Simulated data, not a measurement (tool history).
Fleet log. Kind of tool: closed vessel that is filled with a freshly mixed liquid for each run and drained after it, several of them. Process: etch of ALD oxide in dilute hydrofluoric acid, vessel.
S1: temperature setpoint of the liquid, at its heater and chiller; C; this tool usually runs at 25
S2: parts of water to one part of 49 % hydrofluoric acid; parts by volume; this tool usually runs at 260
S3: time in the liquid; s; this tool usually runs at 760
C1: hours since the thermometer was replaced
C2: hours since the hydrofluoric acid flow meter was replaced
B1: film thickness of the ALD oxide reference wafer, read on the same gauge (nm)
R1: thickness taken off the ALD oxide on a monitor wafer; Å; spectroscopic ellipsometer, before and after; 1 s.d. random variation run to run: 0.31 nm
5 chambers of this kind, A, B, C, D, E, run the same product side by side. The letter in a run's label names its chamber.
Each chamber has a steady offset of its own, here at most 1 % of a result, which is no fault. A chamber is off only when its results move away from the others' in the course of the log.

run    day  S1   S2    S3      C1      C2      B1      R1
 1E  0.208  25  260   760   448.1   218.1  29.993  424.15
 2D  0.325  25  260   760   477.8   389.1  29.993  438.74
 3A   0.45  25  260   760   421.1   964.5  30.033  428.84
 4B  0.608  25  260   760    1161   543.5  30.007  426.84
 5C  0.804  25  260   760   246.7   423.4  29.969  436.15
 6D   0.95  25  260   760   492.8   404.1  29.976  433.21
 7C  1.142  25  260   760   254.8   431.5  30.023  434.42
 8B  1.338  25  260   760  1178.5     561  30.024  423.88
 9E  1.438  25  260   760   477.6   247.6  30.012  433.82
10A  1.579  25  260   760   448.2   991.6  30.015  421.38
11E  1.771  25  260   760   485.6   255.6  30.005   425.4
12D  1.975  25  260  1080   517.4   428.7  29.995  608.08
13B  2.175  25  260  1080  1198.6   581.1  30.001  605.39
14C    2.3  25  260  1080   282.6   459.3  30.031  622.48
15A  2.442  25  260  1080   468.9  1012.3  29.998  606.98
16C  2.608  25  260  1080     290   466.7  29.987  617.81
17E  2.775  25  260   760   509.7   279.7   30.02  425.12
18B  2.971  25  260   760  1217.7   600.2  30.011  430.14
19A  3.133  25  260   760   485.5  1028.9  30.019  432.59
20D  3.275  25  260   760   548.6   459.9  29.967  435.68
21D  3.388  25  260   760   551.3   462.6  30.006   432.6
22B  3.596  25  260   760  1232.7   615.2  30.029  425.52
23A  3.754  25  260   760   500.4  1043.8  30.006  433.89
24C  3.908  25  260   760   321.2   497.9  30.002  437.91
25E  4.029  25  260   760   539.8   309.8  29.982  433.28
26D  4.129  25  260   760   569.1   480.4  30.023  430.33
27B  4.221  25  260   760  1247.7   630.2  30.011  428.33
28C  4.408  25  260   760   333.2   509.9  30.029  433.05
29A  4.588  25  260   760   520.4  1063.8  30.001  446.57
30E  4.754  25  260   965   557.2   327.2   29.99  542.92
31D  4.933  25  260   965   588.4   499.7  29.987  551.13
32A  5.046  25  260   965   531.4  1074.8  30.007  564.28
33B   5.25  25  260   965  1272.4   654.9  30.033  543.56
34C  5.412  25  260   965   357.3     534   30.02  548.61
35E  5.558  25  260   760   576.5   346.5  29.982  430.05
36D  5.725  25  260   760   607.4   518.7  30.008  433.64
37C  5.883  25  260   460   368.6   545.3  29.997  261.89
38E  6.012  25  260   460   587.4   357.4  30.011  257.19
39A  6.154  25  260   460     558  1101.4  30.007  274.42
40B  6.317  25  260   460    1298   680.5  30.005  260.46
41D  6.471  25  260   460   625.3   536.6  29.985  259.67
42A   6.65  23  260   760   569.9  1113.3  30.006  423.87
43E  6.842  23  260   760   607.3   377.3  29.989  397.55
44C  7.004  23  260   760   395.5   572.2  29.989   402.8

All 5 chambers run these settings next. Forecast each chamber's results:
45A  7.154  25  260  535               ?
45B  7.154  25  260  535               ?
45C  7.154  25  260  535               ?
45D  7.154  25  260  535               ?
45E  7.154  25  260  535               ?

run      R1
45A  326.61
45B  302.33
45C  306.56
45D  308.24
45E  300.57

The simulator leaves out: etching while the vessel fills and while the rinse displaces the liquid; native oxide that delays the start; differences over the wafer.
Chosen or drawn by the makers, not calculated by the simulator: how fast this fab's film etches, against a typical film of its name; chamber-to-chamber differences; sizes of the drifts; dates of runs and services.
